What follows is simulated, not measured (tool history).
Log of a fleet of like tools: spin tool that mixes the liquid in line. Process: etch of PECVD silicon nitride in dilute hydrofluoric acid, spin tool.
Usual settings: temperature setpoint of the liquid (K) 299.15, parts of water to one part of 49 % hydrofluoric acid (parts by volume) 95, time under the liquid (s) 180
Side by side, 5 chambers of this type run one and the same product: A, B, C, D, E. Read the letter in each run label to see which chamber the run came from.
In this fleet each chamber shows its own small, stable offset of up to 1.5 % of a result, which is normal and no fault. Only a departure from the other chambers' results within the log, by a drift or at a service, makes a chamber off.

| run | hour | temperature setpoint of the liquid (K) | parts of water to one part of 49 % hydrofluoric acid (parts by volume) | time under the liquid (s) | hours since the thermometer was replaced | hours since the hydrofluoric acid flow meter was replaced | read-back film thickness of the PECVD silicon nitride reference wafer, read on the same gauge (nm) | thickness taken off the PECVD silicon nitride on a monitor wafer (nm) |
|---|---|---|---|---|---|---|---|---|
| 1E | 4.2 | 299.15 | 95 | 180 | 2011.5 | 1005.0 | 110.02 | 4.1135 |
| 2D | 7.1 | 299.15 | 95 | 180 | 602.2 | 966.4 | 110.00 | 4.1301 |
| 3B | 10.1 | 299.15 | 95 | 180 | 727.7 | 444.0 | 109.98 | 4.1658 |
| 4A | 13.1 | 299.15 | 95 | 180 | 1010.3 | 850.6 | 110.01 | 4.1635 |
| 5C | 17.8 | 302.65 | 50 | 180 | 404.2 | 397.8 | 110.00 | 9.8558 |
| 6B | 21.7 | 302.65 | 50 | 180 | 739.3 | 455.6 | 110.00 | 9.8694 |
| 7E | 25.6 | 302.65 | 50 | 180 | 2032.9 | 1026.4 | 110.01 | 9.8710 |
| 8A | 30.6 | 302.65 | 50 | 180 | 1027.8 | 868.1 | 110.02 | 9.9797 |
| 9C | 34.4 | 302.65 | 50 | 180 | 420.8 | 414.4 | 109.98 | 9.9035 |
| 10D | 38.1 | 299.15 | 95 | 180 | 633.2 | 997.4 | 110.00 | 4.0979 |
| 11A | 42.7 | 299.15 | 95 | 180 | 1039.9 | 880.2 | 110.02 | 4.1289 |
| 12C | 46.7 | 299.15 | 95 | 180 | 433.1 | 426.7 | 109.99 | 4.1098 |
| 13B | 51.4 | 296.65 | 140 | 180 | 769.0 | 485.3 | 110.01 | 2.4235 |
| 14E | 54.7 | 296.65 | 140 | 180 | 2062.0 | 1055.5 | 109.97 | 2.3615 |
| 15D | 59.1 | 296.65 | 140 | 180 | 654.2 | 1018.4 | 110.01 | 2.4002 |
| 16D | 62.0 | 296.65 | 140 | 180 | 657.1 | 1021.3 | 110.01 | 2.3843 |
| 17E | 66.3 | 296.65 | 140 | 180 | 2073.6 | 1067.1 | 109.99 | 2.3551 |
| 18C | 70.3 | 299.15 | 115 | 255 | 456.7 | 450.3 | 110.00 | 4.7035 |
|  | 71.9 | chamber E: thermometer replaced |
| 19A | 75.1 | 299.15 | 115 | 255 | 1072.3 | 912.6 | 110.01 | 4.8739 |
| 20B | 79.0 | 299.15 | 115 | 255 | 796.6 | 512.9 | 109.99 | 5.0206 |
| 21B | 82.6 | 299.15 | 115 | 255 | 800.2 | 516.5 | 110.02 | 4.9638 |
| 22C | 86.9 | 299.15 | 115 | 255 | 473.3 | 466.9 | 110.00 | 4.8269 |
| 23E | 91.4 | 297.65 | 95 | 180 | 19.5 | 1092.2 | 110.01 | 3.6921 |
| 24A | 96.1 | 297.65 | 95 | 180 | 1093.3 | 933.6 | 110.00 | 3.7528 |
| 25D | 100.5 | 297.65 | 95 | 180 | 695.6 | 1059.8 | 110.01 | 3.8072 |
| 26A | 104.6 | 297.65 | 95 | 180 | 1101.8 | 942.1 | 110.01 | 3.8003 |
| 27E | 107.3 | 297.65 | 95 | 180 | 35.4 | 1108.1 | 109.99 | 3.7417 |
| 28B | 109.8 | 299.15 | 95 | 180 | 827.4 | 543.7 | 110.01 | 4.3348 |
| 29C | 114.9 | 299.15 | 95 | 180 | 501.3 | 494.9 | 109.99 | 4.0696 |
| 30D | 117.5 | 299.15 | 95 | 180 | 712.6 | 1076.8 | 110.00 | 4.1705 |
| 31A | 120.8 | 299.15 | 95 | 180 | 1118.0 | 958.3 | 110.02 | 4.2192 |
| 32E | 125.4 | 299.15 | 95 | 180 | 53.5 | 1126.2 | 109.98 | 4.1101 |
| 33B | 130.1 | 299.15 | 95 | 180 | 847.7 | 564.0 | 109.99 | 4.2685 |
|  | 133.1 | chamber B: thermometer replaced |
| 34D | 134.5 | 299.15 | 95 | 180 | 729.6 | 1093.8 | 109.99 | 4.1469 |
| 35C | 139.5 | 299.15 | 95 | 180 | 525.9 | 519.5 | 109.97 | 4.0839 |
| 36A | 143.4 | 299.15 | 95 | 180 | 1140.6 | 980.9 | 110.01 | 4.2304 |
| 37E | 145.9 | 303.15 | 95 | 255 | 74.0 | 1146.7 | 110.00 | 7.5880 |
| 38C | 148.7 | 303.15 | 95 | 255 | 535.1 | 528.7 | 109.99 | 7.5506 |
| 39D | 153.0 | 303.15 | 95 | 255 | 748.1 | 1112.3 | 109.99 | 7.6376 |
| 40B | 158.1 | 303.15 | 95 | 255 | 25.1 | 592.0 | 110.01 | 8.0851 |
| 41B | 162.9 | 303.15 | 95 | 255 | 29.9 | 596.8 | 110.00 | 8.1563 |
| 42C | 167.8 | 299.15 | 95 | 180 | 554.2 | 547.8 | 110.00 | 4.1300 |

Next, every chamber runs the same settings. What will each give?
| 43A | 171.4 | 299.15 | 95 | 180 |  |  |  | ? |
| 43B | 171.4 | 299.15 | 95 | 180 |  |  |  | ? |
| 43C | 171.4 | 299.15 | 95 | 180 |  |  |  | ? |
| 43D | 171.4 | 299.15 | 95 | 180 |  |  |  | ? |
| 43E | 171.4 | 299.15 | 95 | 180 |  |  |  | ? |

| run | thickness taken off the PECVD silicon nitride on a monitor wafer (nm) |
|---|---|
| 43A | 4.1254 |
| 43B | 4.5389 |
| 43C | 4.0957 |
| 43D | 4.1312 |
| 43E | 4.0920 |
